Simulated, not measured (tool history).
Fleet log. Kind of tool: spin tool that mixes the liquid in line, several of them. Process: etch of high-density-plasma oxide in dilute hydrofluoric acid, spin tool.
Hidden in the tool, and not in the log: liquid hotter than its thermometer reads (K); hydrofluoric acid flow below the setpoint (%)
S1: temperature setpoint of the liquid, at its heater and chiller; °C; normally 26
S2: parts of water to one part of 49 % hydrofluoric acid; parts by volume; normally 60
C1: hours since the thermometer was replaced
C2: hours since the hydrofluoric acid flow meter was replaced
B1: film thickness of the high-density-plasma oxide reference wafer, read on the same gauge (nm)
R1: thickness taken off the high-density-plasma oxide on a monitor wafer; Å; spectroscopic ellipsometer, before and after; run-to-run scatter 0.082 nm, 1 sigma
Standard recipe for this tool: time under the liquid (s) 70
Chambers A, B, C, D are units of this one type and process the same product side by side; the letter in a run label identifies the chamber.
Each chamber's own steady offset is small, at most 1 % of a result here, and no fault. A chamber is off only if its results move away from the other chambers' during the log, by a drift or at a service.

{"run": "1B", "hour": 4.6, "S1": 26, "S2": 60, "time under the liquid (s)": 70, "C1": 127, "C2": 188.3, "B1": 89.989, "R1": 144.05}
{"run": "2A", "hour": 8.7, "S1": 26, "S2": 60, "time under the liquid (s)": 70, "C1": 1292.1, "C2": 2062.3, "B1": 90.038, "R1": 144.1}
{"hour": 8.8, "done": "chamber A: hydrofluoric acid flow meter replaced"}
{"run": "3C", "hour": 12.3, "S1": 26, "S2": 60, "time under the liquid (s)": 70, "C1": 432.3, "C2": 323.5, "B1": 90.011, "R1": 144.15}
{"run": "4D", "hour": 17.7, "S1": 26, "S2": 60, "time under the liquid (s)": 70, "C1": 117.3, "C2": 1215.2, "B1": 89.971, "R1": 143.64}
{"run": "5A", "hour": 22.9, "S1": 26, "S2": 60, "time under the liquid (s)": 70, "C1": 1306.3, "C2": 14.2, "B1": 90.001, "R1": 144.27}
{"run": "6B", "hour": 26.4, "S1": 26, "S2": 60, "time under the liquid (s)": 70, "C1": 148.8, "C2": 210.1, "B1": 89.998, "R1": 144.43}
{"run": "7D", "hour": 30.5, "S1": 26, "S2": 60, "time under the liquid (s)": 70, "C1": 130.1, "C2": 1228, "B1": 89.979, "R1": 143.29}
{"run": "8C", "hour": 36.0, "S1": 26, "S2": 60, "time under the liquid (s)": 70, "C1": 456, "C2": 347.2, "B1": 90.012, "R1": 146.34}
{"run": "9C", "hour": 41.4, "S1": 30.5, "S2": 60, "time under the liquid (s)": 30, "C1": 461.4, "C2": 352.6, "B1": 90.023, "R1": 74.957}
{"run": "10B", "hour": 46.8, "S1": 30.5, "S2": 60, "time under the liquid (s)": 30, "C1": 169.2, "C2": 230.5, "B1": 90.034, "R1": 73.204}
{"hour": 48.0, "done": "chamber A: thermometer replaced"}
{"run": "11A", "hour": 49.7, "S1": 30.5, "S2": 60, "time under the liquid (s)": 30, "C1": 1.7, "C2": 41, "B1": 89.98, "R1": 74.557}
{"run": "12D", "hour": 53.3, "S1": 30.5, "S2": 60, "time under the liquid (s)": 30, "C1": 152.9, "C2": 1250.8, "B1": 90.031, "R1": 73.642}
{"run": "13B", "hour": 57.1, "S1": 26, "S2": 60, "time under the liquid (s)": 70, "C1": 179.5, "C2": 240.8, "B1": 89.955, "R1": 142.9}
{"run": "14D", "hour": 62.2, "S1": 26, "S2": 60, "time under the liquid (s)": 70, "C1": 161.8, "C2": 1259.7, "B1": 90.03, "R1": 143.66}
{"run": "15C", "hour": 67.5, "S1": 26, "S2": 60, "time under the liquid (s)": 70, "C1": 487.5, "C2": 378.7, "B1": 90.003, "R1": 145.73}
{"run": "16A", "hour": 70.4, "S1": 26, "S2": 60, "time under the liquid (s)": 70, "C1": 22.4, "C2": 61.7, "B1": 89.982, "R1": 145.23}
{"run": "17C", "hour": 74.7, "S1": 26, "S2": 60, "time under the liquid (s)": 70, "C1": 494.7, "C2": 385.9, "B1": 89.994, "R1": 144.41}
{"run": "18B", "hour": 79.2, "S1": 26, "S2": 60, "time under the liquid (s)": 70, "C1": 201.6, "C2": 262.9, "B1": 90.036, "R1": 143.28}
{"run": "19D", "hour": 84.4, "S1": 30, "S2": 80, "time under the liquid (s)": 70, "C1": 184, "C2": 1281.9, "B1": 89.956, "R1": 123.94}
{"run": "20A", "hour": 90.2, "S1": 30, "S2": 80, "time under the liquid (s)": 70, "C1": 42.2, "C2": 81.5, "B1": 90.02, "R1": 124.64}
{"run": "21A", "hour": 94.6, "S1": 30, "S2": 80, "time under the liquid (s)": 70, "C1": 46.6, "C2": 85.9, "B1": 89.994, "R1": 125.04}
{"run": "22D", "hour": 100.5, "S1": 30, "S2": 80, "time under the liquid (s)": 70, "C1": 200.1, "C2": 1298, "B1": 89.986, "R1": 123.78}
{"run": "23C", "hour": 104.0, "S1": 24, "S2": 60, "time under the liquid (s)": 70, "C1": 524, "C2": 415.2, "B1": 90.014, "R1": 133.55}
{"run": "24B", "hour": 107.8, "S1": 24, "S2": 60, "time under the liquid (s)": 70, "C1": 230.2, "C2": 291.5, "B1": 89.988, "R1": 133.21}
{"run": "25D", "hour": 110.7, "S1": 24, "S2": 60, "time under the liquid (s)": 70, "C1": 210.3, "C2": 1308.2, "B1": 90.025, "R1": 131.42}
{"run": "26A", "hour": 114.9, "S1": 24, "S2": 60, "time under the liquid (s)": 70, "C1": 66.9, "C2": 106.2, "B1": 90.047, "R1": 133.08}
{"run": "27C", "hour": 118.2, "S1": 26, "S2": 60, "time under the liquid (s)": 70, "C1": 538.2, "C2": 429.4, "B1": 90, "R1": 144.92}
{"run": "28B", "hour": 121.5, "S1": 26, "S2": 60, "time under the liquid (s)": 70, "C1": 243.9, "C2": 305.2, "B1": 89.987, "R1": 145.03}
{"run": "29A", "hour": 124.5, "S1": 26, "S2": 60, "time under the liquid (s)": 70, "C1": 76.5, "C2": 115.8, "B1": 89.97, "R1": 144.75}
{"run": "30D", "hour": 129.5, "S1": 26, "S2": 75, "time under the liquid (s)": 90, "C1": 229.1, "C2": 1327, "B1": 89.958, "R1": 145.39}
{"run": "31C", "hour": 134.2, "S1": 26, "S2": 75, "time under the liquid (s)": 90, "C1": 554.2, "C2": 445.4, "B1": 89.978, "R1": 145.54}
{"run": "32B", "hour": 138.7, "S1": 26, "S2": 75, "time under the liquid (s)": 90, "C1": 261.1, "C2": 322.4, "B1": 89.945, "R1": 146.37}
{"run": "33D", "hour": 143.0, "S1": 26, "S2": 75, "time under the liquid (s)": 90, "C1": 242.6, "C2": 1340.5, "B1": 90.02, "R1": 144.68}
{"hour": 143.5, "done": "chamber C: hydrofluoric acid flow meter replaced"}
{"run": "34C", "hour": 146.9, "S1": 26, "S2": 60, "time under the liquid (s)": 70, "C1": 566.9, "C2": 3.4, "B1": 89.997, "R1": 145.49}

Decide between three cases: one chamber stands off from its peers, the gauge reading all wafers drifts, or nothing is wrong past each chamber's small offset. Where a chamber is off, say which and what most likely put it there.

No chamber is off and the gauge is stable; the differences are just each chamber's small, constant offset.
